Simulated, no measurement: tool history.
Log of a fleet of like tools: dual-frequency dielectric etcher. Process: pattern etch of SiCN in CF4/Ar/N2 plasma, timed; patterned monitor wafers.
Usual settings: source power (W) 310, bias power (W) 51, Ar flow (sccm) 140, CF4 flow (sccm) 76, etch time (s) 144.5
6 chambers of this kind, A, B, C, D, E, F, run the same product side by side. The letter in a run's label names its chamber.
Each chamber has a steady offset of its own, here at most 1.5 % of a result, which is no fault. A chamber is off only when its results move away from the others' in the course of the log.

run   hour  source power (W)  bias power (W)  Ar flow (sccm)  CF4 flow (sccm)  etch time (s)  hours since the last wet clean  hours since the last source power generator calibration  hours since the last bias power generator calibration  hours since the last Ar flow controller change  hours since the last CF4 flow controller change  read-back reference wafer on the same gauge, depth_nm  mean etch depth across the wafer (Å)
       4.1  -- chamber E: wet clean of the chamber
 1D    9.5               310              51             140               76          144.5                           668.5                                                   1371.9                                                 2411.9                                          4466.2                                            387.4                                                 85.377                                765.47
 2E   17.2               310              51             140               76          144.5                            13.1                                                   2364.1                                                 3009.5                                            2527                                              185                                                 85.413                                768.46
 3F     26               310              51             140               76          144.5                           279.1                                                     27.6                                                  796.6                                          3819.6                                            859.4                                                 85.361                                 770.2
      28.8  -- chamber D: wet clean of the chamber
 4C   33.7               310              51             140               76          144.5                            34.9                                                   1149.6                                                  950.8                                           166.6                                           1022.9                                                 85.376                                763.17
 5B     41               310              51             140               76          144.5                           234.9                                                     2663                                                   1563                                            4734                                            321.3                                                 85.361                                768.26
 6A   46.7               380              51             154               76          144.5                           563.1                                                   3241.7                                                  388.1                                           206.9                                             99.2                                                 85.319                                893.87
 7A   52.5               380              51             154               76          144.5                           568.9                                                   3247.5                                                  393.9                                           212.7                                              105                                                 85.426                                892.37
 8D   60.4               380              51             154               76          144.5                            31.7                                                   1422.8                                                 2462.8                                          4517.1                                            438.3                                                 85.356                                   902
 9C   67.6               380              51             154               76          144.5                            68.8                                                   1183.5                                                  984.7                                           200.5                                           1056.8                                                 85.504                                899.07
10F   75.3               380              51             154               76          144.5                           328.4                                                     76.9                                                  845.9                                          3868.9                                            908.7                                                 85.396                                 906.4
11B   81.9               380              51             154               76          144.5                           275.8                                                   2703.9                                                 1603.9                                          4774.9                                            362.2                                                 85.164                                903.93
12E   88.9               310              51             140               76          144.5                            84.8                                                   2435.8                                                 3081.2                                          2598.7                                            256.7                                                 85.286                                765.16
13B   94.8               240              51             140               76          144.5                           288.7                                                   2716.8                                                 1616.8                                          4787.8                                            375.1                                                 85.371                                 612.6
14A   99.7               240              51             140               76          144.5                           616.1                                                   3294.7                                                  441.1                                           259.9                                            152.2                                                 85.366                                600.17
15F  104.7               240              51             140               76          144.5                           357.8                                                    106.3                                                  875.3                                          3898.3                                            938.1                                                 85.486                                621.46
16D  109.2               240              51             140               76          144.5                            80.5                                                   1471.6                                                 2511.6                                          4565.9                                            487.1                                                 85.457                                611.28
17E  113.5               240              51             140               76          144.5                           109.4                                                   2460.4                                                 3105.8                                          2623.3                                            281.3                                                 85.539                                611.32
       123  -- chamber D: Ar flow controller replaced
18C  123.2               240              51             140               76          144.5                           124.4                                                   1239.1                                                 1040.3                                           256.1                                           1112.4                                                 85.363                                609.43
19D  129.7               310              51             140               76          144.5                             101                                                   1492.1                                                 2532.1                                             6.7                                            507.6                                                 85.341                                768.82
20A  134.2               310              51             140               76          144.5                           650.6                                                   3329.2                                                  475.6                                           294.4                                            186.7                                                 85.537                                758.03
     134.9  -- chamber A: wet clean of the chamber
21E  141.3               310              51             140               76          144.5                           137.2                                                   2488.2                                                 3133.6                                          2651.1                                            309.1                                                  85.38                                769.26
22F  148.4               310              51             140               76          144.5                           401.5                                                      150                                                    919                                            3942                                            981.8                                                 85.521                                768.59
23B  154.9               310              51             140               76            117                           348.8                                                   2776.9                                                 1676.9                                          4847.9                                            435.2                                                 85.499                                609.84
24C  164.3               310              51             140               76            117                           165.5                                                   1280.2                                                 1081.4                                           297.2                                           1153.5                                                  85.41                                621.47
     168.7  -- chamber F: wet clean of the chamber
25C  169.4               310              51             140               76            117                           170.6                                                   1285.3                                                 1086.5                                           302.3                                           1158.6                                                 85.412                                614.92
26E    178               310              51             140               76            117                           173.9                                                   2524.9                                                 3170.3                                          2687.8                                            345.8                                                 85.397                                622.74
     179.3  -- chamber B: wet clean of the chamber
27B  186.1               310              51             140               76            117                             6.9                                                   2808.1                                                 1708.1                                          4879.1                                            466.4                                                 85.383                                611.14
28D  195.9               310              51             140               76            117                           167.2                                                   1558.3                                                 2598.3                                            72.9                                            573.8                                                 85.455                                618.95
29A  200.7               310              51             140               76          144.5                            65.8                                                   3395.7                                                  542.1                                           360.9                                            253.2                                                 85.478                                766.69
30F  205.3               310              51             140               76          144.5                            36.7                                                    206.9                                                  975.9                                          3998.9                                           1038.7                                                 85.416                                766.03
31D  210.8               310              51             140               76          144.5                           182.1                                                   1573.2                                                 2613.2                                            87.8                                            588.7                                                 85.373                                773.02
32C  218.7               310              51             140               76          144.5                           219.9                                                   1334.6                                                 1135.8                                           351.6                                           1207.9                                                 85.342                                770.84
33B  227.4               310              51             140               76          144.5                            48.2                                                   2849.4                                                 1749.4                                          4920.4                                            507.7                                                 85.291                                742.38
34F  234.9               310              51             140               76          144.5                            66.3                                                    236.5                                                 1005.5                                          4028.5                                           1068.3                                                 85.417                                 770.5
     239.3  -- chamber E: source power generator calibrated
35E    244               310              51             140               76          144.5                           239.9                                                      4.7                                                 3236.3                                          2753.8                                            411.8                                                 85.365                                755.59
36A  253.3               310              51             140               76          144.5                           118.4                                                   3448.3                                                  594.7                                           413.5                                            305.8                                                 85.316                                750.65
37F  258.5               310              51             140               76          144.5                            89.9                                                    260.1                                                 1029.1                                          4052.1                                           1091.9                                                 85.379                                778.25
38D  265.1               310              51             140               76          144.5                           236.4                                                   1627.5                                                 2667.5                                           142.1                                              643                                                 85.483                                773.36
39E  272.5               310              51             140               76          144.5                           268.4                                                     33.2                                                 3264.8                                          2782.3                                            440.3                                                 85.489                                766.95
40B  280.2               310              51             140               76          144.5                             101                                                   2902.2                                                 1802.2                                          4973.2                                            560.5                                                 85.432                                740.06
41A    289               310              51             140               76          144.5                           154.1                                                     3484                                                  630.4                                           449.2                                            341.5                                                 85.501                                763.73

All 6 chambers run these settings next. Forecast each chamber's results:
42A   296               310              51             140               76          144.5                                                                                                                                                                                                                                                                                                                                             ?
42B   296               310              51             140               76          144.5                                                                                                                                                                                                                                                                                                                                             ?
42C   296               310              51             140               76          144.5                                                                                                                                                                                                                                                                                                                                             ?
42D   296               310              51             140               76          144.5                                                                                                                                                                                                                                                                                                                                             ?
42E   296               310              51             140               76          144.5                                                                                                                                                                                                                                                                                                                                             ?
42F   296               310              51             140               76          144.5                                                                                                                                                                                                                                                                                                                                             ?

run  mean etch depth across the wafer (Å)
42A                                761.34
42B                                738.61
42C                                771.91
42D                                763.59
42E                                 769.1
42F                                779.14
